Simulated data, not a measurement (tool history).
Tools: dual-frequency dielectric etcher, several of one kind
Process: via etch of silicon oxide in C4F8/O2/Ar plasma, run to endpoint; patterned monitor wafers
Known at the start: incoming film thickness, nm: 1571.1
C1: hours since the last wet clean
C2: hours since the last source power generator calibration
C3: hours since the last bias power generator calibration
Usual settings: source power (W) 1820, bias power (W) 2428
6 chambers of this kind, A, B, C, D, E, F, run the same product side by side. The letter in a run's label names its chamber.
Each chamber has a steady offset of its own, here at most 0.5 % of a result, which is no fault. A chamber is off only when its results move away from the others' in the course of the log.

{"run": "1A", "hour": 9.2, "source power (W)": 1820, "bias power (W)": 2428, "C1": 398.7, "C2": 1406, "C3": 4752.5, "endpoint time (s)": 307.06}
{"run": "2D", "hour": 21.1, "source power (W)": 1820, "bias power (W)": 2428, "C1": 150.5, "C2": 1886.5, "C3": 732.3, "endpoint time (s)": 302.95}
{"run": "3B", "hour": 30.3, "source power (W)": 1820, "bias power (W)": 2428, "C1": 202, "C2": 4951.2, "C3": 395.3, "endpoint time (s)": 300.9}
{"run": "4F", "hour": 43.1, "source power (W)": 1820, "bias power (W)": 2428, "C1": 492.4, "C2": 2395.1, "C3": 731.4, "endpoint time (s)": 307.04}
{"run": "5E", "hour": 49.6, "source power (W)": 1820, "bias power (W)": 2428, "C1": 416.8, "C2": 1053, "C3": 778.5, "endpoint time (s)": 306.57}
{"run": "6C", "hour": 55.6, "source power (W)": 1820, "bias power (W)": 2428, "C1": 391.7, "C2": 445.9, "C3": 1345.5, "endpoint time (s)": 305.15}
{"hour": 61.3, "done": "chamber A: bias power generator calibrated"}
{"run": "7F", "hour": 62.0, "source power (W)": 1820, "bias power (W)": 2428, "C1": 511.3, "C2": 2414, "C3": 750.3, "endpoint time (s)": 305.18}
{"hour": 64.3, "done": "chamber F: wet clean of the chamber"}
{"run": "8C", "hour": 68.4, "source power (W)": 1820, "bias power (W)": 2428, "C1": 404.5, "C2": 458.7, "C3": 1358.3, "endpoint time (s)": 306.82}
{"run": "9D", "hour": 75.0, "source power (W)": 2250, "bias power (W)": 2114, "C1": 204.4, "C2": 1940.4, "C3": 786.2, "endpoint time (s)": 292.65}
{"run": "10B", "hour": 85.3, "source power (W)": 2250, "bias power (W)": 2114, "C1": 257, "C2": 5006.2, "C3": 450.3, "endpoint time (s)": 290.05}
{"run": "11A", "hour": 93.4, "source power (W)": 2250, "bias power (W)": 2114, "C1": 482.9, "C2": 1490.2, "C3": 32.2, "endpoint time (s)": 290.08}
{"run": "12E", "hour": 100.6, "source power (W)": 2250, "bias power (W)": 2114, "C1": 467.8, "C2": 1104, "C3": 829.5, "endpoint time (s)": 289.91}
{"hour": 105.8, "done": "chamber C: wet clean of the chamber"}
{"run": "13C", "hour": 106.5, "source power (W)": 2250, "bias power (W)": 2114, "C1": 0.7, "C2": 496.8, "C3": 1396.4, "endpoint time (s)": 290.58}
{"run": "14A", "hour": 118.3, "source power (W)": 2250, "bias power (W)": 2114, "C1": 507.8, "C2": 1515.1, "C3": 57.1, "endpoint time (s)": 291.25}
{"run": "15F", "hour": 128.2, "source power (W)": 1820, "bias power (W)": 2428, "C1": 63.9, "C2": 2480.2, "C3": 816.5, "endpoint time (s)": 301.03}
{"hour": 128.8, "done": "chamber A: wet clean of the chamber"}
{"run": "16B", "hour": 139.4, "source power (W)": 1820, "bias power (W)": 2428, "C1": 311.1, "C2": 5060.3, "C3": 504.4, "endpoint time (s)": 302.68}
{"run": "17D", "hour": 146.9, "source power (W)": 1820, "bias power (W)": 2428, "C1": 276.3, "C2": 2012.3, "C3": 858.1, "endpoint time (s)": 309.63}
{"hour": 151.4, "done": "chamber E: wet clean of the chamber"}
{"run": "18E", "hour": 158.6, "source power (W)": 1820, "bias power (W)": 2428, "C1": 7.3, "C2": 1162, "C3": 887.5, "endpoint time (s)": 306.18}
{"run": "19F", "hour": 169.8, "source power (W)": 1820, "bias power (W)": 2428, "C1": 105.5, "C2": 2521.8, "C3": 858.1, "endpoint time (s)": 300.62}
{"run": "20C", "hour": 179.2, "source power (W)": 1820, "bias power (W)": 2428, "C1": 73.4, "C2": 569.5, "C3": 1469.1, "endpoint time (s)": 302.55}
{"run": "21A", "hour": 190.2, "source power (W)": 1820, "bias power (W)": 2428, "C1": 61.5, "C2": 1587, "C3": 129, "endpoint time (s)": 307.42}
{"run": "22E", "hour": 201.7, "source power (W)": 2230, "bias power (W)": 2917, "C1": 50.4, "C2": 1205.1, "C3": 930.6, "endpoint time (s)": 267.58}
{"run": "23D", "hour": 211.9, "source power (W)": 2230, "bias power (W)": 2917, "C1": 341.3, "C2": 2077.3, "C3": 923.1, "endpoint time (s)": 264.48}
{"run": "24B", "hour": 224.3, "source power (W)": 2230, "bias power (W)": 2917, "C1": 396, "C2": 5145.2, "C3": 589.3, "endpoint time (s)": 264.49}
{"run": "25F", "hour": 230.8, "source power (W)": 2230, "bias power (W)": 2917, "C1": 166.5, "C2": 2582.8, "C3": 919.1, "endpoint time (s)": 264.73}
{"run": "26A", "hour": 237.0, "source power (W)": 2230, "bias power (W)": 2917, "C1": 108.3, "C2": 1633.8, "C3": 175.8, "endpoint time (s)": 265.14}
{"run": "27D", "hour": 249.4, "source power (W)": 2230, "bias power (W)": 2917, "C1": 378.8, "C2": 2114.8, "C3": 960.6, "endpoint time (s)": 265.51}
{"hour": 250.1, "done": "chamber B: source power generator calibrated"}
{"run": "28E", "hour": 257.4, "source power (W)": 1820, "bias power (W)": 2428, "C1": 106.1, "C2": 1260.8, "C3": 986.3, "endpoint time (s)": 306.74}
{"run": "29B", "hour": 268.8, "source power (W)": 1820, "bias power (W)": 2428, "C1": 440.5, "C2": 18.8, "C3": 633.8, "endpoint time (s)": 301.74}
{"run": "30C", "hour": 276.8, "source power (W)": 1820, "bias power (W)": 2428, "C1": 171, "C2": 667.1, "C3": 1566.7, "endpoint time (s)": 305.18}
{"run": "31A", "hour": 288.6, "source power (W)": 1820, "bias power (W)": 2428, "C1": 159.9, "C2": 1685.4, "C3": 227.4, "endpoint time (s)": 309.12}
{"run": "32B", "hour": 301.0, "source power (W)": 1820, "bias power (W)": 2428, "C1": 472.7, "C2": 51, "C3": 666, "endpoint time (s)": 307.12}
{"run": "33E", "hour": 314.3, "source power (W)": 1820, "bias power (W)": 2428, "C1": 163, "C2": 1317.7, "C3": 1043.2, "endpoint time (s)": 307.57}
{"run": "34F", "hour": 327.5, "source power (W)": 1820, "bias power (W)": 2428, "C1": 263.2, "C2": 2679.5, "C3": 1015.8, "endpoint time (s)": 306.36}
{"run": "35C", "hour": 337.7, "source power (W)": 2060, "bias power (W)": 2066, "C1": 231.9, "C2": 728, "C3": 1627.6, "endpoint time (s)": 304.25}
{"run": "36D", "hour": 349.0, "source power (W)": 2060, "bias power (W)": 2066, "C1": 478.4, "C2": 2214.4, "C3": 1060.2, "endpoint time (s)": 307.89}
{"run": "37E", "hour": 354.8, "source power (W)": 2060, "bias power (W)": 2066, "C1": 203.5, "C2": 1358.2, "C3": 1083.7, "endpoint time (s)": 302.61}
{"run": "38B", "hour": 367.8, "source power (W)": 2060, "bias power (W)": 2066, "C1": 539.5, "C2": 117.8, "C3": 732.8, "endpoint time (s)": 306.38}
{"run": "39F", "hour": 377.8, "source power (W)": 2060, "bias power (W)": 2066, "C1": 313.5, "C2": 2729.8, "C3": 1066.1, "endpoint time (s)": 304.19}
{"run": "40A", "hour": 388.0, "source power (W)": 2060, "bias power (W)": 2066, "C1": 259.3, "C2": 1784.8, "C3": 326.8, "endpoint time (s)": 305.6}
{"run": "41D", "hour": 396.7, "source power (W)": 1820, "bias power (W)": 2428, "C1": 526.1, "C2": 2262.1, "C3": 1107.9, "endpoint time (s)": 307.98}

Is one chamber off against the others, does the gauge drift, or is nothing wrong? If a chamber is off, say which, and what the likeliest cause is.

No chamber stands off beyond its own small offset, and the gauge holds steady.

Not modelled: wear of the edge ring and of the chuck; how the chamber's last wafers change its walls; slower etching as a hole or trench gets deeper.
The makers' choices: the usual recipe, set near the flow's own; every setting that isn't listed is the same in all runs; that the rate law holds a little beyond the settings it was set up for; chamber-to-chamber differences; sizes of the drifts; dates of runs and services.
